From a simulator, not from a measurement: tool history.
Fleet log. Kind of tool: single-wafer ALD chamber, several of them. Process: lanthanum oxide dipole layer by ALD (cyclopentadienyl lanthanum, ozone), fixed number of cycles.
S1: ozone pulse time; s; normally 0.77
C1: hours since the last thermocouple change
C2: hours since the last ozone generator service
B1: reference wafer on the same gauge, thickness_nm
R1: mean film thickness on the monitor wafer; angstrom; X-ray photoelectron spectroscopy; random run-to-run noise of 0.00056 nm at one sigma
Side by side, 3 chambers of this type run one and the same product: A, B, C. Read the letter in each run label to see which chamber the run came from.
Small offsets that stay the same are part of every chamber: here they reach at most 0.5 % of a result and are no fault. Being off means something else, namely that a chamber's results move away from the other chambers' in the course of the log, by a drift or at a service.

run,hour,S1,C1,C2,B1,R1
1A,11.3,0.77,1015.4,918.7,0.40712,4.5708
2C,22.6,0.77,1224,574.8,0.40707,4.5569
3B,32.8,0.77,1179.9,356.3,0.40718,4.5271
4B,40.8,0.77,1187.9,364.3,0.40728,4.5273
5A,48,0.92,1052.1,955.4,0.40742,4.8949
6C,63.9,0.92,1265.3,616.1,0.40741,4.9028
7B,76.1,0.92,1223.2,399.6,0.40752,4.8485
# hour 82.5: chamber B: thermocouple changed; heater temperature recalibrated
8C,88.1,0.77,1289.5,640.3,0.4075,4.5741
9A,103.1,0.77,1107.2,1010.5,0.40786,4.5817
10B,114.6,0.77,32.1,438.1,0.4077,4.5265
11C,122.7,0.77,1324.1,674.9,0.40776,4.5685
12A,131,0.77,1135.1,1038.4,0.40794,4.5755
13C,143.8,0.77,1345.2,696,0.40803,4.578
14B,157.5,0.77,75,481,0.40802,4.5323
15A,167.3,0.77,1171.4,1074.7,0.40801,4.5874
16A,176.1,0.77,1180.2,1083.5,0.40825,4.5835
17B,183.5,0.77,101,507,0.40817,4.5236
18C,194,0.77,1395.4,746.2,0.40827,4.5728
19C,201.2,0.77,1402.6,753.4,0.40841,4.5725
20B,215.9,0.77,133.4,539.4,0.40862,4.5431
21A,226.4,0.77,1230.5,1133.8,0.40862,4.5804
22C,239.1,0.77,1440.5,791.3,0.40868,4.5804
23B,254.5,0.77,172,578,0.40868,4.5401
24A,268.6,0.77,1272.7,1176,0.40877,4.5857
25B,276.4,0.58,193.9,599.9,0.40896,3.959
26A,290.1,0.58,1294.2,1197.5,0.40905,4.0189

Each of the 3 chambers runs these same settings next. Fill in every chamber's results:
27A,301.6,0.77,,,,?
27B,301.6,0.77,,,,?
27C,301.6,0.77,,,,?

run,R1
27A,4.5903
27B,4.5498
27C,4.5898

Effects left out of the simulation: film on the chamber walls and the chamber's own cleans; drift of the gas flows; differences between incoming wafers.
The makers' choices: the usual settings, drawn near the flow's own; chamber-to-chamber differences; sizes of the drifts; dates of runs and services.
